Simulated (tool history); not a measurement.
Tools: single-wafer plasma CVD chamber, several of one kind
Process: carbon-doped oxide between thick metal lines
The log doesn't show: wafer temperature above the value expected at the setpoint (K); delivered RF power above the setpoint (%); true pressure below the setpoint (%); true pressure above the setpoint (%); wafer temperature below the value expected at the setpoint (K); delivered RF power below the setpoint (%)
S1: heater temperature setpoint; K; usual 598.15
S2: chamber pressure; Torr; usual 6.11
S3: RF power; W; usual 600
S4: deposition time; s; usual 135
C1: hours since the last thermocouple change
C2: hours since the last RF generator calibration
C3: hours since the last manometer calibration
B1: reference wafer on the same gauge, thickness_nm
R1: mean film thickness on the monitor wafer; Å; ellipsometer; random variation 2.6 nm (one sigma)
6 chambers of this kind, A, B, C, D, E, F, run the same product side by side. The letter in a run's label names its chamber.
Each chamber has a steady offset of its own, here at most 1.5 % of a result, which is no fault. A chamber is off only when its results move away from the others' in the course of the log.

At hour 4.1: chamber A: thermocouple changed; heater temperature recalibrated.
Run 1D, hour 6.5: usual settings; C1 773.7; C2 545.8; C3 1724.0; B1 974.25. Result: R1 8380.8 Å.
Run 2F, hour 14.8: usual settings; C1 384.1; C2 321.6; C3 1859.1; B1 974.01. Result: R1 8346.3 Å.
Run 3B, hour 21.7: usual settings; C1 381.8; C2 521.0; C3 1036.9; B1 974.26. Result: R1 8500.1 Å.
At hour 26.5: chamber A: RF generator calibrated.
Run 4A, hour 27.1: usual settings; C1 23.1; C2 0.6; C3 1149.0; B1 973.94. Result: R1 8501.3 Å.
Run 5E, hour 32.9: usual settings; C1 178.2; C2 1404.1; C3 48.1; B1 973.44. Result: R1 8450.2 Å.
Run 6C, hour 37.2: usual settings; C1 676.9; C2 918.8; C3 587.2; B1 973.73. Result: R1 8409.6 Å.
Run 7B, hour 42.6: usual settings; C1 402.7; C2 541.9; C3 1057.8; B1 974.28. Result: R1 8552.0 Å.
Run 8C, hour 46.5: usual settings; C1 686.2; C2 928.1; C3 596.5; B1 974.57. Result: R1 8406.7 Å.
Run 9D, hour 50.1: usual settings; C1 817.3; C2 589.4; C3 1767.6; B1 974.83. Result: R1 8380.7 Å.
Run 10A, hour 56.4: usual settings; C1 52.4; C2 29.9; C3 1178.3; B1 974.20. Result: R1 8440.9 Å.
Run 11E, hour 61.5: usual settings; C1 206.8; C2 1432.7; C3 76.7; B1 973.42. Result: R1 8425.6 Å.
Run 12F, hour 65.9: usual settings but S3 530 W; C1 435.2; C2 372.7; C3 1910.2; B1 974.40. Result: R1 7692.8 Å.
Run 13C, hour 71.7: usual settings but S3 530 W; C1 711.4; C2 953.3; C3 621.7; B1 973.61. Result: R1 7798.5 Å.
Run 14B, hour 79.0: usual settings but S3 530 W; C1 439.1; C2 578.3; C3 1094.2; B1 973.52. Result: R1 7874.7 Å.
Run 15E, hour 83.5: usual settings but S3 530 W; C1 228.8; C2 1454.7; C3 98.7; B1 973.97. Result: R1 7842.9 Å.
Run 16A, hour 89.2: usual settings but S3 530 W; C1 85.2; C2 62.7; C3 1211.1; B1 974.00. Result: R1 7819.7 Å.
Run 17F, hour 96.9: usual settings but S3 530 W; C1 466.2; C2 403.7; C3 1941.2; B1 973.10. Result: R1 7722.7 Å.
Run 18D, hour 100.8: usual settings; C1 868.0; C2 640.1; C3 1818.3; B1 973.82. Result: R1 8402.4 Å.
Run 19A, hour 106.3: usual settings; C1 102.3; C2 79.8; C3 1228.2; B1 973.38. Result: R1 8484.6 Å.
Run 20D, hour 114.4: usual settings; C1 881.6; C2 653.7; C3 1831.9; B1 973.95. Result: R1 8425.4 Å.
Run 21B, hour 122.9: usual settings; C1 483.0; C2 622.2; C3 1138.1; B1 974.80. Result: R1 8556.4 Å.
Run 22F, hour 128.7: usual settings; C1 498.0; C2 435.5; C3 1973.0; B1 973.96. Result: R1 8276.9 Å.
Run 23E, hour 136.4: usual settings; C1 281.7; C2 1507.6; C3 151.6; B1 973.73. Result: R1 8492.1 Å.
Run 24C, hour 142.9: usual settings; C1 782.6; C2 1024.5; C3 692.9; B1 973.77. Result: R1 8401.8 Å.
Run 25D, hour 149.4: usual settings but S2 7.47 Torr, S4 111 s; C1 916.6; C2 688.7; C3 1866.9; B1 973.63. Result: R1 7047.6 Å.
Run 26B, hour 155.8: usual settings but S2 7.47 Torr, S4 111 s; C1 515.9; C2 655.1; C3 1171.0; B1 974.06. Result: R1 7126.6 Å.
Run 27A, hour 160.6: usual settings but S2 7.47 Torr, S4 111 s; C1 156.6; C2 134.1; C3 1282.5; B1 974.34. Result: R1 7060.9 Å.
Run 28C, hour 167.5: usual settings but S2 7.47 Torr, S4 111 s; C1 807.2; C2 1049.1; C3 717.5; B1 973.97. Result: R1 7061.6 Å.
Run 29E, hour 175.6: usual settings but S2 7.47 Torr, S4 111 s; C1 320.9; C2 1546.8; C3 190.8; B1 974.52. Result: R1 7104.3 Å.
Run 30F, hour 181.9: usual settings but S2 7.47 Torr, S4 111 s; C1 551.2; C2 488.7; C3 2026.2; B1 973.93. Result: R1 6974.7 Å.
Run 31B, hour 187.9: usual settings; C1 548.0; C2 687.2; C3 1203.1; B1 973.47. Result: R1 8519.8 Å.
Run 32F, hour 192.6: usual settings; C1 561.9; C2 499.4; C3 2036.9; B1 974.53. Result: R1 8318.6 Å.
Run 33E, hour 200.8: usual settings; C1 346.1; C2 1572.0; C3 216.0; B1 974.14. Result: R1 8468.7 Å.
Run 34A, hour 209.2: usual settings; C1 205.2; C2 182.7; C3 1331.1; B1 973.16. Result: R1 8493.4 Å.
Run 35D, hour 213.5: usual settings; C1 980.7; C2 752.8; C3 1931.0; B1 973.92. Result: R1 8491.4 Å.
Run 36C, hour 219.0: usual settings; C1 858.7; C2 1100.6; C3 769.0; B1 973.76. Result: R1 8381.1 Å.
Run 37E, hour 223.2: usual settings; C1 368.5; C2 1594.4; C3 238.4; B1 974.54. Result: R1 8458.3 Å.
Run 38C, hour 231.2: usual settings but S2 6.56 Torr; C1 870.9; C2 1112.8; C3 781.2; B1 974.45. Result: R1 8476.1 Å.
Run 39B, hour 238.1: usual settings but S2 6.56 Torr; C1 598.2; C2 737.4; C3 1253.3; B1 974.58. Result: R1 8595.7 Å.
Run 40D, hour 242.8: usual settings but S2 6.56 Torr; C1 1010.0; C2 782.1; C3 1960.3; B1 974.68. Result: R1 8624.8 Å.

What goes on in this fleet: one chamber off, a drifting gauge, or nothing beyond the chambers' own small offsets? Name the chamber and the cause, if any.

Chamber D drifts away from the others.
Cause: wafer temperature below the value expected at the setpoint (K) = 5.86.

Here are 4 candidates for chamber D's next run, each the usual settings with a change, their results left as question marks. Which one brings its results back in line with what the others give on the usual settings?
In line means no further than this from the other chambers' mean on the usual settings: R1 91.0 Å
Run 41D-1, hour 248.9: usual settings but S1 606.15 K, S2 5.69 Torr. Result: R1 ?.
Run 41D-2, hour 248.9: usual settings but S2 6.10 Torr, S3 595 W, S4 133 s. Result: R1 ?.
Run 41D-3, hour 248.9: usual settings but S1 597.15 K, S3 610 W, S4 138 s. Result: R1 ?.
Run 41D-4, hour 248.9: usual settings but S3 615 W. Result: R1 ?.

The other chambers' mean on the usual settings: R1 8428.1 Å
  run      R1
41D-1  8276.0
41D-2  8407.3
41D-3  8888.4
41D-4  8705.7
41D-2 brings the chamber back in line.
